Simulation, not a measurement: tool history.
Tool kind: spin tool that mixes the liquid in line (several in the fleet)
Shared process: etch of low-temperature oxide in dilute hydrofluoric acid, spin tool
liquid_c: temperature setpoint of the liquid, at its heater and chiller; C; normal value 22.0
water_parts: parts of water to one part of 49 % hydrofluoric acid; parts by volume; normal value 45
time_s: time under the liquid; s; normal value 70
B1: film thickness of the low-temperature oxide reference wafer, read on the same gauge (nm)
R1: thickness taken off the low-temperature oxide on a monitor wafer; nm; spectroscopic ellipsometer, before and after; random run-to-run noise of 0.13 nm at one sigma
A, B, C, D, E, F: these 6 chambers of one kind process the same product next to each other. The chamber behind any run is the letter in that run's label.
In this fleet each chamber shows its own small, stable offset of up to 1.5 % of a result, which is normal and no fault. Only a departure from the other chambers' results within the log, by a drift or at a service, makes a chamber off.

{"run": "1A", "day": 0.279, "liquid_c": 22.0, "water_parts": 45, "time_s": 70, "B1": 90.002, "R1": 18.515}
{"run": "2E", "day": 0.571, "liquid_c": 22.0, "water_parts": 45, "time_s": 70, "B1": 89.954, "R1": 19.184}
{"run": "3D", "day": 0.75, "liquid_c": 22.0, "water_parts": 45, "time_s": 70, "B1": 89.989, "R1": 19.015}
{"day": 0.85, "done": "chamber A: hydrofluoric acid flow meter replaced"}
{"run": "4F", "day": 0.917, "liquid_c": 22.0, "water_parts": 45, "time_s": 70, "B1": 89.997, "R1": 19.254}
{"day": 0.929, "done": "chamber A: thermometer replaced"}
{"run": "5B", "day": 1.179, "liquid_c": 22.0, "water_parts": 45, "time_s": 70, "B1": 89.991, "R1": 19.162}
{"run": "6C", "day": 1.467, "liquid_c": 22.0, "water_parts": 45, "time_s": 70, "B1": 90.001, "R1": 19.082}
{"run": "7C", "day": 1.725, "liquid_c": 22.0, "water_parts": 45, "time_s": 45, "B1": 89.998, "R1": 12.278}
{"run": "8F", "day": 1.875, "liquid_c": 22.0, "water_parts": 45, "time_s": 45, "B1": 90.008, "R1": 12.28}
{"run": "9B", "day": 2.025, "liquid_c": 22.0, "water_parts": 45, "time_s": 45, "B1": 90.015, "R1": 12.163}
{"run": "10D", "day": 2.275, "liquid_c": 22.0, "water_parts": 45, "time_s": 45, "B1": 89.962, "R1": 11.926}
{"run": "11A", "day": 2.562, "liquid_c": 22.0, "water_parts": 45, "time_s": 45, "B1": 90.031, "R1": 12.069}
{"run": "12E", "day": 2.85, "liquid_c": 22.0, "water_parts": 45, "time_s": 45, "B1": 90.008, "R1": 12.277}
{"run": "13B", "day": 3.004, "liquid_c": 22.0, "water_parts": 45, "time_s": 70, "B1": 90.017, "R1": 18.873}
{"run": "14C", "day": 3.279, "liquid_c": 22.0, "water_parts": 45, "time_s": 70, "B1": 90.024, "R1": 19.03}
{"run": "15D", "day": 3.488, "liquid_c": 22.0, "water_parts": 45, "time_s": 70, "B1": 90.004, "R1": 18.65}
{"run": "16F", "day": 3.688, "liquid_c": 18.0, "water_parts": 45, "time_s": 70, "B1": 90.032, "R1": 16.212}
{"run": "17A", "day": 3.917, "liquid_c": 18.0, "water_parts": 45, "time_s": 70, "B1": 90.002, "R1": 15.895}
{"run": "18E", "day": 4.096, "liquid_c": 18.0, "water_parts": 45, "time_s": 70, "B1": 90.003, "R1": 15.957}
{"run": "19B", "day": 4.279, "liquid_c": 18.0, "water_parts": 45, "time_s": 70, "B1": 89.923, "R1": 15.506}
{"run": "20C", "day": 4.446, "liquid_c": 18.0, "water_parts": 45, "time_s": 70, "B1": 89.962, "R1": 16.235}
{"run": "21F", "day": 4.604, "liquid_c": 18.0, "water_parts": 45, "time_s": 70, "B1": 89.95, "R1": 16.065}
{"run": "22A", "day": 4.738, "liquid_c": 22.0, "water_parts": 45, "time_s": 70, "B1": 90.023, "R1": 18.945}
{"run": "23D", "day": 5.008, "liquid_c": 22.0, "water_parts": 45, "time_s": 70, "B1": 89.985, "R1": 18.86}
{"run": "24E", "day": 5.192, "liquid_c": 22.0, "water_parts": 45, "time_s": 70, "B1": 89.979, "R1": 18.71}
{"run": "25C", "day": 5.4, "liquid_c": 22.0, "water_parts": 45, "time_s": 70, "B1": 89.999, "R1": 19.128}
{"run": "26E", "day": 5.608, "liquid_c": 22.0, "water_parts": 45, "time_s": 70, "B1": 90.04, "R1": 19.076}
{"run": "27D", "day": 5.792, "liquid_c": 20.5, "water_parts": 45, "time_s": 70, "B1": 90.036, "R1": 17.559}
{"run": "28A", "day": 5.925, "liquid_c": 20.5, "water_parts": 45, "time_s": 70, "B1": 90.006, "R1": 17.78}
{"run": "29B", "day": 6.2, "liquid_c": 20.5, "water_parts": 45, "time_s": 70, "B1": 89.996, "R1": 17.121}
{"run": "30F", "day": 6.492, "liquid_c": 20.5, "water_parts": 45, "time_s": 70, "B1": 90.02, "R1": 18.015}
{"run": "31B", "day": 6.733, "liquid_c": 20.5, "water_parts": 45, "time_s": 70, "B1": 89.999, "R1": 17.101}
{"run": "32F", "day": 6.896, "liquid_c": 20.5, "water_parts": 45, "time_s": 70, "B1": 90.062, "R1": 18.007}
{"run": "33E", "day": 7.075, "liquid_c": 22.0, "water_parts": 45, "time_s": 70, "B1": 90.007, "R1": 18.748}
{"run": "34D", "day": 7.329, "liquid_c": 22.0, "water_parts": 45, "time_s": 70, "B1": 90.013, "R1": 18.785}
{"day": 7.496, "done": "chamber E: thermometer replaced"}
{"run": "35A", "day": 7.604, "liquid_c": 22.0, "water_parts": 45, "time_s": 70, "B1": 90.038, "R1": 18.723}
{"run": "36C", "day": 7.771, "liquid_c": 22.0, "water_parts": 45, "time_s": 70, "B1": 90.008, "R1": 19.11}
{"run": "37C", "day": 7.929, "liquid_c": 22.0, "water_parts": 45, "time_s": 70, "B1": 90.005, "R1": 19.241}
{"run": "38D", "day": 8.179, "liquid_c": 22.0, "water_parts": 45, "time_s": 70, "B1": 90.024, "R1": 18.782}
{"run": "39F", "day": 8.308, "liquid_c": 22.0, "water_parts": 45, "time_s": 70, "B1": 89.987, "R1": 19.003}
{"run": "40A", "day": 8.454, "liquid_c": 22.0, "water_parts": 45, "time_s": 70, "B1": 89.981, "R1": 18.53}
{"run": "41E", "day": 8.638, "liquid_c": 22.0, "water_parts": 45, "time_s": 70, "B1": 89.982, "R1": 19.089}

Does one chamber stand apart from the rest, does the shared gauge drift, or is all well apart from small per-chamber offsets? Give the chamber and the most likely cause, where there is one.

It is chamber B that slowly wanders off from its peers.
Likeliest cause: liquid colder than its thermometer reads (K) = 1.63.
The log may not separate it from: hydrofluoric acid flow below the setpoint (%).

Which of the 4 candidates below, each the usual settings with something changed and its results left as question marks, puts chamber B back in line with what the other chambers give on the usual settings?
In line means no further than this from the other chambers' mean on the usual settings: R1 0.450 nm
{"run": "42B-1", "day": 8.85, "liquid_c": 19.5, "water_parts": 45, "time_s": 70, "R1": "?"}
{"run": "42B-2", "day": 8.85, "liquid_c": 20.5, "water_parts": 45, "time_s": 70, "R1": "?"}
{"run": "42B-3", "day": 8.85, "liquid_c": 24.5, "water_parts": 45, "time_s": 70, "R1": "?"}
{"run": "42B-4", "day": 8.85, "liquid_c": 22.0, "water_parts": 45, "time_s": 75, "R1": "?"}

Other chambers, usual settings, mean: R1 18.947 nm
run=42B-1 R1=15.985
run=42B-2 R1=16.698
run=42B-3 R1=19.812
run=42B-4 R1=19.091
The right change is 42B-4: it brings the chamber back within the allowed miss of the others.
